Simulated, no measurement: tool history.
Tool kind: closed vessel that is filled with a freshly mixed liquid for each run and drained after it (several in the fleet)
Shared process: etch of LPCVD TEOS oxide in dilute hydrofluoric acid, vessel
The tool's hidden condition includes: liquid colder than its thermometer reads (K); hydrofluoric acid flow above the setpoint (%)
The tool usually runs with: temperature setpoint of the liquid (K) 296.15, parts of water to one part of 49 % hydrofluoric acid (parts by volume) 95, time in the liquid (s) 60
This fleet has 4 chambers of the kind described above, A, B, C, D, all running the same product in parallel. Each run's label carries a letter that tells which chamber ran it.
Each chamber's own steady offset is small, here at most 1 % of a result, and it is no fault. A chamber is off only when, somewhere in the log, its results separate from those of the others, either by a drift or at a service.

run   hour  temperature setpoint of the liquid (K)  parts of water to one part of 49 % hydrofluoric acid (parts by volume)  time in the liquid (s)  hours since the thermometer was replaced  hours since the hydrofluoric acid flow meter was replaced  read-back film thickness of the LPCVD TEOS oxide reference wafer, read on the same gauge (nm)  thickness taken off the LPCVD TEOS oxide on a monitor wafer (nm)
 1C    6.9                                  296.15                                                                      95                      60                                     489.0                                                       28.4                                                                                         50.061                                                           21.8680
 2D   14.0                                  296.15                                                                      95                      60                                    1113.8                                                     1218.5                                                                                         49.994                                                           22.6990
 3A   17.3                                  296.15                                                                      95                      60                                     788.7                                                      629.7                                                                                         50.014                                                           22.2150
 4B   23.8                                  296.15                                                                      95                      60                                    2486.6                                                      856.2                                                                                         49.972                                                           22.5930
 5A   30.3                                  296.15                                                                      95                      60                                     801.7                                                      642.7                                                                                         49.983                                                           22.2120
 6B   37.5                                  291.65                                                                      95                      35                                    2500.3                                                      869.9                                                                                         50.009                                                           10.8620
 7C   44.1                                  291.65                                                                      95                      35                                     526.2                                                       65.6                                                                                         50.041                                                           10.6170
 8D   47.9                                  291.65                                                                      95                      35                                    1147.7                                                     1252.4                                                                                         50.030                                                           10.8040
 9B   55.2                                  291.65                                                                      95                      35                                    2518.0                                                      887.6                                                                                         49.999                                                           10.9000
10D   58.7                                  296.15                                                                      95                      60                                    1158.5                                                     1263.2                                                                                         49.981                                                           22.2520
11C   64.7                                  296.15                                                                      95                      60                                     546.8                                                       86.2                                                                                         50.001                                                           21.7730
12A   68.5                                  296.15                                                                      95                      60                                     839.9                                                      680.9                                                                                         50.001                                                           21.8190
13C   74.3                                  296.15                                                                      95                      60                                     556.4                                                       95.8                                                                                         50.006                                                           21.1610
14B   79.0                                  296.15                                                                      95                      60                                    2541.8                                                      911.4                                                                                         49.982                                                           22.2140
15A   83.7                                  296.15                                                                      95                      60                                     855.1                                                      696.1                                                                                         49.988                                                           21.8300
16D   88.6                                  292.15                                                                      95                      60                                    1188.4                                                     1293.1                                                                                         49.992                                                           18.8370
17B   92.0                                  292.15                                                                      95                      60                                    2554.8                                                      924.4                                                                                         49.991                                                           19.0410
18C   98.5                                  292.15                                                                      95                      60                                     580.6                                                      120.0                                                                                         50.001                                                           18.0840
19A  103.2                                  292.15                                                                      95                      60                                     874.6                                                      715.6                                                                                         50.007                                                           18.6440
20D  107.0                                  296.15                                                                      95                      60                                    1206.8                                                     1311.5                                                                                         49.995                                                           22.6780
21C  110.4                                  296.15                                                                      95                      60                                     592.5                                                      131.9                                                                                         50.070                                                           21.3200
22A  117.8                                  296.15                                                                      95                      60                                     889.2                                                      730.2                                                                                         49.972                                                           21.9930
23D  121.6                                  296.15                                                                      95                      85                                    1221.4                                                     1326.1                                                                                         50.013                                                           31.5310
24B  126.3                                  296.15                                                                      95                      85                                    2589.1                                                      958.7                                                                                         49.983                                                           31.8920
25D  130.5                                  296.15                                                                      95                      85                                    1230.3                                                     1335.0                                                                                         50.035                                                           31.9890
26C  135.0                                  296.15                                                                      95                      85                                     617.1                                                      156.5                                                                                         49.930                                                           29.7560
27B  140.8                                  296.15                                                                      95                      60                                    2603.6                                                      973.2                                                                                         50.039                                                           22.2010
28A  144.5                                  296.15                                                                     120                      30                                     915.9                                                      756.9                                                                                         50.001                                                            8.5702
29D  149.2                                  296.15                                                                     120                      30                                    1249.0                                                     1353.7                                                                                         49.993                                                            8.5687

Each of the 4 chambers runs these same settings next. Fill in every chamber's results:
30A  154.7                                  296.15                                                                      95                      75                                                                                                                                                                                                                                                                     ?
30B  154.7                                  296.15                                                                      95                      75                                                                                                                                                                                                                                                                     ?
30C  154.7                                  296.15                                                                      95                      75                                                                                                                                                                                                                                                                     ?
30D  154.7                                  296.15                                                                      95                      75                                                                                                                                                                                                                                                                     ?

run  thickness taken off the LPCVD TEOS oxide on a monitor wafer (nm)
30A                                                           27.4180
30B                                                           28.1150
30C                                                           25.5170
30D                                                           28.2330
